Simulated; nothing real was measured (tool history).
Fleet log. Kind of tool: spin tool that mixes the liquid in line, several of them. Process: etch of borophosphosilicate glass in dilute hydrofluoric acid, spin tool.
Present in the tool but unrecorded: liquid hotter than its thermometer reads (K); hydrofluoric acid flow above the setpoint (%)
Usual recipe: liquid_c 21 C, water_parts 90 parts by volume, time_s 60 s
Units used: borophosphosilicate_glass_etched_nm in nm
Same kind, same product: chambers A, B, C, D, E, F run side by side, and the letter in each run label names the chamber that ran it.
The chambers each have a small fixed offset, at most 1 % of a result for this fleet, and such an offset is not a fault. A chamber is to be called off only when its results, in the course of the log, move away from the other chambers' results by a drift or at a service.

run     day  liquid_c  water_parts  time_s  hours since the thermometer was replaced  hours since the hydrofluoric acid flow meter was replaced  read-back film thickness of the borophosphosilicate glass reference wafer, read on the same gauge (nm)  borophosphosilicate_glass_etched_nm
 1E   0.296        21           90      60                                      1845                                                     1516.8                                                                                                  109.96                               15.508
 2A   0.767        21           90      60                                    2696.1                                                     1086.6                                                                                                  109.99                               15.561
 3F   1.221        21           90      60                                     371.3                                                     1924.7                                                                                                  109.99                                15.43
 4C    1.75        21           90      60                                      90.2                                                      390.2                                                                                                  109.99                               15.603
 5B   2.112        21           90      60                                      1011                                                      154.9                                                                                                  109.97                               15.176
 6D   2.375        21           90      60                                     329.1                                                      618.1                                                                                                  109.99                               15.574
 7C   2.671        23           90      60                                     112.3                                                      412.3                                                                                                  110.05                               16.972
 8B     3.2        23           90      60                                    1037.1                                                        181                                                                                                  110.02                                 16.6
 9D   3.571        23           90      60                                     357.8                                                      646.8                                                                                                  109.99                               16.904
10A   4.062        23           90      60                                    2775.2                                                     1165.7                                                                                                  109.96                               16.856
11F   4.529        23           90      60                                     450.7                                                     2004.1                                                                                                  110.01                               16.844
12E   4.929        23           90      60                                    1956.2                                                       1628                                                                                                  110.04                               17.023
      5.233  -- chamber A: thermometer replaced
13E   5.442        21           90      60                                    1968.5                                                     1640.3                                                                                                  110.01                               15.682
14F   5.992        21           90      60                                     485.8                                                     2039.2                                                                                                  109.99                               15.465
      6.183  -- chamber E: thermometer replaced
      6.383  -- chamber C: hydrofluoric acid flow meter replaced
15C   6.496        21           90      60                                     204.1                                                        2.8                                                                                                     110                                15.44
16D       7        21           90      60                                     440.1                                                      729.1                                                                                                  110.04                               15.763
17B   7.288        21           90      60                                    1135.2                                                      279.1                                                                                                     110                               15.344
18A   7.588        21           90      60                                      56.5                                                     1250.3                                                                                                     110                               15.453
19A   7.988        21           90      60                                      66.1                                                     1259.9                                                                                                  109.94                                15.47
20B     8.3        21           90      60                                    1159.5                                                      303.4                                                                                                  110.05                               15.398
21C   8.592        21           90      60                                     254.4                                                       53.1                                                                                                     110                               15.658
22F   9.025        21           90      60                                     558.6                                                       2112                                                                                                     110                               15.588
23D   9.404        21           90      60                                     497.8                                                      786.8                                                                                                     110                               15.904
24E   9.875        21           90      60                                      88.6                                                     1746.7                                                                                                  109.98                               15.333
25F  10.446        21           90      60                                     592.7                                                     2146.1                                                                                                  109.97                                15.67
26E  10.879        21           90      60                                     112.7                                                     1770.8                                                                                                  109.98                               15.432
27D  11.267        21           90      60                                     542.5                                                      831.5                                                                                                  109.96                               15.971
28B  11.658        21           90      60                                    1240.1                                                        384                                                                                                     110                               15.235
29A    12.2        21           90      60                                     167.2                                                       1361                                                                                                  110.02                               15.425
30C  12.767        21          130      70                                     354.6                                                      153.3                                                                                                  109.98                               11.945
31B  13.217        21          130      70                                    1277.5                                                      421.4                                                                                                     110                               11.683
32A  13.517        21          130      70                                     198.8                                                     1392.6                                                                                                  109.99                               11.932
33F  13.867        21          130      70                                     674.8                                                     2228.2                                                                                                  110.03                               11.949
34C  14.288        21          130      70                                     391.1                                                      189.8                                                                                                  109.96                               11.884
35D  14.721        21          130      70                                     625.4                                                      914.4                                                                                                  109.99                               12.754
36E  15.096        21           90      60                                     213.9                                                       1872                                                                                                  110.02                               15.518
37A  15.475        21           90      60                                     245.8                                                     1439.6                                                                                                  110.05                                15.29
38C  15.954        21           90      60                                     431.1                                                      229.8                                                                                                  110.02                               15.603

For the next run the whole fleet of 6 chambers uses the same settings. Give each chamber's results:
39A  16.371        21           90      30                                                                                                                                                                                                                                                 ?
39B  16.371        21           90      30                                                                                                                                                                                                                                                 ?
39C  16.371        21           90      30                                                                                                                                                                                                                                                 ?
39D  16.371        21           90      30                                                                                                                                                                                                                                                 ?
39E  16.371        21           90      30                                                                                                                                                                                                                                                 ?
39F  16.371        21           90      30                                                                                                                                                                                                                                                 ?

run  borophosphosilicate_glass_etched_nm
39A                               7.7361
39B                               7.6356
39C                               7.7635
39D                               8.2014
39E                               7.8038
39F                               7.7772
